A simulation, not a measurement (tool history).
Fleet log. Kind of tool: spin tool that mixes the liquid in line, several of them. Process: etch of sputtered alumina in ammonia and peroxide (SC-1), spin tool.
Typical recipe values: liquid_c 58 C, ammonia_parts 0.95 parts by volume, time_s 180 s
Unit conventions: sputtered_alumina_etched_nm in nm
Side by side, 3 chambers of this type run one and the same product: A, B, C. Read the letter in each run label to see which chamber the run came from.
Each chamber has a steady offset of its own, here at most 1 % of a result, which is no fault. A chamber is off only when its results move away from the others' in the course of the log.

| run | hour | liquid_c | ammonia_parts | time_s | hours since the thermometer was replaced | hours since the ammonia flow meter was replaced | hours since the heated supply line was repaired | hours since the drum of ammonia solution was connected | read-back film thickness of the sputtered alumina reference wafer, read on the same gauge (nm) | sputtered_alumina_etched_nm |
|---|---|---|---|---|---|---|---|---|---|---|
| 1B | 12.4 | 58 | 0.95 | 180 | 476 | 1373.2 | 1748.3 | 585.5 | 59.993 | 13.135 |
| 2A | 20.1 | 58 | 0.95 | 180 | 1176.2 | 363.6 | 77.5 | 430.6 | 59.977 | 13.153 |
| 3C | 33 | 58 | 0.95 | 180 | 351.3 | 385.5 | 263.2 | 586 | 59.993 | 13.313 |
| 4C | 43.6 | 58 | 0.95 | 180 | 361.9 | 396.1 | 273.8 | 596.6 | 60.031 | 13.203 |
| 5B | 57.6 | 53.5 | 0.95 | 180 | 521.2 | 1418.4 | 1793.5 | 630.7 | 59.982 | 10.256 |
| 6A | 70.9 | 53.5 | 0.95 | 180 | 1227 | 414.4 | 128.3 | 481.4 | 59.981 | 10.416 |
| 7A | 84.9 | 53.5 | 0.95 | 180 | 1241 | 428.4 | 142.3 | 495.4 | 59.995 | 10.428 |
| 8C | 94.1 | 58 | 0.95 | 180 | 412.4 | 446.6 | 324.3 | 647.1 | 60.021 | 13.104 |
| 9B | 101.7 | 58 | 1.15 | 260 | 565.3 | 1462.5 | 1837.6 | 674.8 | 60.011 | 18.976 |
|  | 107.9 | chamber A: new drum of ammonia solution connected |
| 10B | 116 | 58 | 1.15 | 260 | 579.6 | 1476.8 | 1851.9 | 689.1 | 59.999 | 18.893 |
| 11A | 129.9 | 58 | 1.15 | 260 | 1286 | 473.4 | 187.3 | 22.1 | 59.996 | 19.299 |
| 12C | 145.1 | 61 | 0.7 | 180 | 463.4 | 497.6 | 375.3 | 698.1 | 60.01 | 15.024 |
|  | 148.8 | chamber B: new drum of ammonia solution connected |
| 13B | 154.7 | 61 | 0.7 | 180 | 618.3 | 1515.5 | 1890.6 | 5.9 | 59.994 | 14.503 |
| 14A | 169.4 | 61 | 0.7 | 180 | 1325.5 | 512.9 | 226.8 | 61.6 | 60.007 | 14.881 |
| 15C | 177.3 | 58 | 0.95 | 180 | 495.6 | 529.8 | 407.5 | 730.3 | 60.024 | 13.036 |
| 16B | 186.6 | 58 | 0.95 | 180 | 650.2 | 1547.4 | 1922.5 | 37.8 | 59.976 | 12.847 |
| 17C | 195.2 | 58 | 0.95 | 180 | 513.5 | 547.7 | 425.4 | 748.2 | 60.011 | 13.156 |
|  | 203.1 | chamber C: ammonia flow meter replaced |
| 18A | 206.8 | 58 | 0.95 | 180 | 1362.9 | 550.3 | 264.2 | 99 | 60.013 | 13.223 |
| 19A | 213.5 | 58 | 0.95 | 180 | 1369.6 | 557 | 270.9 | 105.7 | 60.011 | 13.239 |
| 20B | 223 | 58 | 0.95 | 180 | 686.6 | 1583.8 | 1958.9 | 74.2 | 59.994 | 12.741 |
| 21C | 232.8 | 67 | 0.7 | 180 | 551.1 | 29.8 | 463 | 785.8 | 59.961 | 20.38 |
| 22B | 241.8 | 67 | 0.7 | 180 | 705.4 | 1602.6 | 1977.7 | 93 | 59.99 | 19.167 |
| 23A | 256.1 | 67 | 0.7 | 180 | 1412.2 | 599.6 | 313.5 | 148.3 | 60.001 | 19.912 |
| 24C | 271.1 | 58 | 0.95 | 180 | 589.4 | 68.1 | 501.3 | 824.1 | 60.031 | 13.088 |

Does one chamber stand apart from the rest, does the shared gauge drift, or is all well apart from small per-chamber offsets? Give the chamber and the most likely cause, where there is one.

Little by little, chamber B moves away from the other chambers.
Likeliest cause: liquid colder than its thermometer reads (K) = 0.899.
Not necessarily distinguishable in this log from: temperature lost on the way to the wafer (K).

Chamber B could run next with any of the 4 candidate recipes listed below; each alters the usual settings, and their results appear as question marks. Which one brings its results back in line with what the other chambers deliver on the usual settings?
Counts as in line when no further than this from what the other chambers average on the usual settings: sputtered_alumina_etched_nm 0.23 nm
| 25B-1 | 282.3 | 58 | 1.15 | 180 |  |  |  |  |  | ? |
| 25B-2 | 282.3 | 58 | 0.75 | 180 |  |  |  |  |  | ? |
| 25B-3 | 282.3 | 58.5 | 0.95 | 185 |  |  |  |  |  | ? |
| 25B-4 | 282.3 | 57.5 | 0.95 | 175 |  |  |  |  |  | ? |

The other chambers' mean on the usual settings: sputtered_alumina_etched_nm 13.169 nm
| run | sputtered_alumina_etched_nm |
|---|---|
| 25B-1 | 12.781 |
| 25B-2 | 12.281 |
| 25B-3 | 13.238 |
| 25B-4 | 11.896 |
It is 25B-3 that realigns the chamber with its peers.
